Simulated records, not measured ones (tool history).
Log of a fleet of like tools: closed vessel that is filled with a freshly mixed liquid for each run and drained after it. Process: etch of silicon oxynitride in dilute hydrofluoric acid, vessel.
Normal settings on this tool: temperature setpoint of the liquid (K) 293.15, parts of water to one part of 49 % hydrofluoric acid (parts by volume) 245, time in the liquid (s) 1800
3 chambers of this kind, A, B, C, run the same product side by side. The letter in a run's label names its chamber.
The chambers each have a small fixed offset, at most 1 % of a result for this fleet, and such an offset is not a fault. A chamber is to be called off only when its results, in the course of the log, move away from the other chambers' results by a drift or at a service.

run	hour	temperature setpoint of the liquid (K)	parts of water to one part of 49 % hydrofluoric acid (parts by volume)	time in the liquid (s)	read-back film thickness of the silicon oxynitride reference wafer, read on the same gauge (nm)	thickness taken off the silicon oxynitride on a monitor wafer (nm)
1B	4.5	293.15	245	1800	130.01	9.3904
2C	11.3	293.15	245	1800	130.03	9.5851
3A	16.1	293.15	245	1800	130	9.3875
4C	22.6	293.15	245	1800	130	9.4799
5B	28.9	293.15	245	1800	130	9.478
6A	34.3	293.15	245	1800	129.97	9.4249
7C	40.8	293.15	245	1800	130	9.4756
8A	46.3	293.15	245	1800	130	9.3981
9B	50.3	293.15	245	1800	129.99	9.4749
10A	55.5	290.15	195	1800	130	10.525
11C	62.3	290.15	195	1800	130	10.679
12B	66.7	290.15	195	1800	130.01	10.695
13A	70.8	293.15	245	1800	129.99	9.506
14C	75.8	293.15	245	1800	130	9.4524
15B	79	293.15	245	1800	129.98	9.4738
16A	82.6	293.15	245	1800	129.99	9.5053
17B	88	293.15	245	1800	130.01	9.3974
18C	93.4	293.15	245	1800	130	9.529
19B	96.7	293.15	245	1800	129.99	9.4055
20A	100.8	293.15	245	1800	130.01	9.4918
21C	107	293.15	245	1800	130.03	9.5588
22C	112.6	298.15	245	1315	129.97	8.5893
23A	116.6	298.15	245	1315	130	8.6706
24B	120.2	298.15	245	1315	130.01	8.6592
25A	123.4	293.15	245	1800	130	9.3656
26C	127.1	293.15	245	1800	130	9.4999

The same settings go to every chamber for the next run, one line per chamber below. Forecast the results for each:
27A	132.1	293.15	245	1800		?
27B	132.1	293.15	245	1800		?
27C	132.1	293.15	245	1800		?

run	thickness taken off the silicon oxynitride on a monitor wafer (nm)
27A	9.4547
27B	9.5085
27C	9.4281

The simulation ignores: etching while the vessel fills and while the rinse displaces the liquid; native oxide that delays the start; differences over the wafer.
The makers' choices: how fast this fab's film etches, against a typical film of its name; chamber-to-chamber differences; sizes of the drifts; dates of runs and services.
